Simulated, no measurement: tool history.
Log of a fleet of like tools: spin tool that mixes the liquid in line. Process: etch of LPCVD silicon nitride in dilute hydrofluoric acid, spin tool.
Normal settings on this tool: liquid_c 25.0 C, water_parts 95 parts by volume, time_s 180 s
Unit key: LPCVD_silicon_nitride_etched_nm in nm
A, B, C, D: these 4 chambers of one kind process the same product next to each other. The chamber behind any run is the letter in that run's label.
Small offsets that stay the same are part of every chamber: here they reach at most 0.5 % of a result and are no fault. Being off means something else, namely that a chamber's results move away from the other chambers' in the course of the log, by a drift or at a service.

run	hour	liquid_c	water_parts	time_s	read-back film thickness of the LPCVD silicon nitride reference wafer, read on the same gauge (nm)	LPCVD_silicon_nitride_etched_nm
1C	7.9	25.0	95	180	130.02	1.03120
2A	17.3	25.0	95	180	129.98	0.96664
3D	25.8	25.0	95	180	130.02	0.97696
4B	31.4	25.0	95	180	130.03	1.02820
5B	40.6	21.5	95	240	129.99	1.02010
6D	47.2	21.5	95	240	129.95	1.05750
7C	54.9	21.5	95	240	129.96	1.06830
8A	60.5	21.5	95	240	130.04	1.05900
9A	68.3	25.0	95	180	129.99	0.99837
10C	74.2	20.0	95	180	130.03	0.68918
11D	82.2	20.0	95	180	130.00	0.71881
# hour 84.8: chamber B: thermometer replaced
12B	91.1	20.0	95	180	130.01	0.70796
13D	97.2	20.0	95	180	130.01	0.70368
14B	103.7	25.0	95	180	129.97	1.01380
15C	113.1	25.0	95	180	130.00	1.01250
16A	123.1	25.0	95	180	129.96	0.99842
17B	131.7	25.0	95	180	130.02	1.00560
18D	139.0	25.0	95	180	129.99	0.97242
19A	144.5	25.0	95	180	130.00	0.99627
20C	150.5	25.0	95	180	130.00	0.98961
21C	156.7	25.0	95	180	129.99	1.00670
22A	162.6	25.0	95	180	130.01	0.99790
23B	171.0	25.0	95	180	129.95	1.01170
24D	181.1	25.0	70	230	130.05	1.60560
25D	189.8	25.0	70	230	130.00	1.61410
26C	196.2	25.0	70	230	130.02	1.72760
27B	202.8	25.0	70	230	130.01	1.73640
28A	212.2	25.0	95	180	130.04	1.01250
29D	221.3	25.0	95	180	130.00	0.91947
30A	225.8	25.0	95	180	129.96	1.01220
31C	233.5	25.0	95	180	129.97	0.98961
32B	240.7	25.0	95	180	129.98	1.01510
33C	250.1	25.0	95	180	129.98	0.97696
34A	260.0	25.0	95	180	129.96	1.01580
35D	266.1	27.5	125	180	130.03	0.82712
36B	271.0	27.5	125	180	130.00	0.90949
37B	280.0	27.5	125	180	130.00	0.88785
38A	287.8	27.5	125	180	130.00	0.92220

Read the log: is a single chamber off, either drifting away or since a service, is the gauge that measures every chamber drifting, or is nothing wrong beyond small per-chamber offsets? Name any odd chamber and what most likely caused it.

Little by little, chamber D moves away from the other chambers.
What lies behind it: hydrofluoric acid flow below the setpoint (%) = 11.5.
It could be hard to tell apart here from: liquid colder than its thermometer reads (K).

Below are 4 candidate recipes for chamber D's next run, each the usual settings with a change, their results shown as question marks. Which of them brings D's results back in line with what the other chambers give on the usual settings?
A result is in line if it is within this distance of the other chambers' mean on the usual settings: LPCVD_silicon_nitride_etched_nm 0.07200 nm
39D-1	295.1	26.0	95	215		?
39D-2	295.1	25.0	95	160		?
39D-3	295.1	25.0	85	180		?
39D-4	295.1	25.0	120	180		?

On the usual settings, the other chambers give on average: LPCVD_silicon_nitride_etched_nm 1.00010 nm
run	LPCVD_silicon_nitride_etched_nm
39D-1	1.13100
39D-2	0.78925
39D-3	0.99199
39D-4	0.70343
39D-3 puts the chamber back in line with the other chambers.
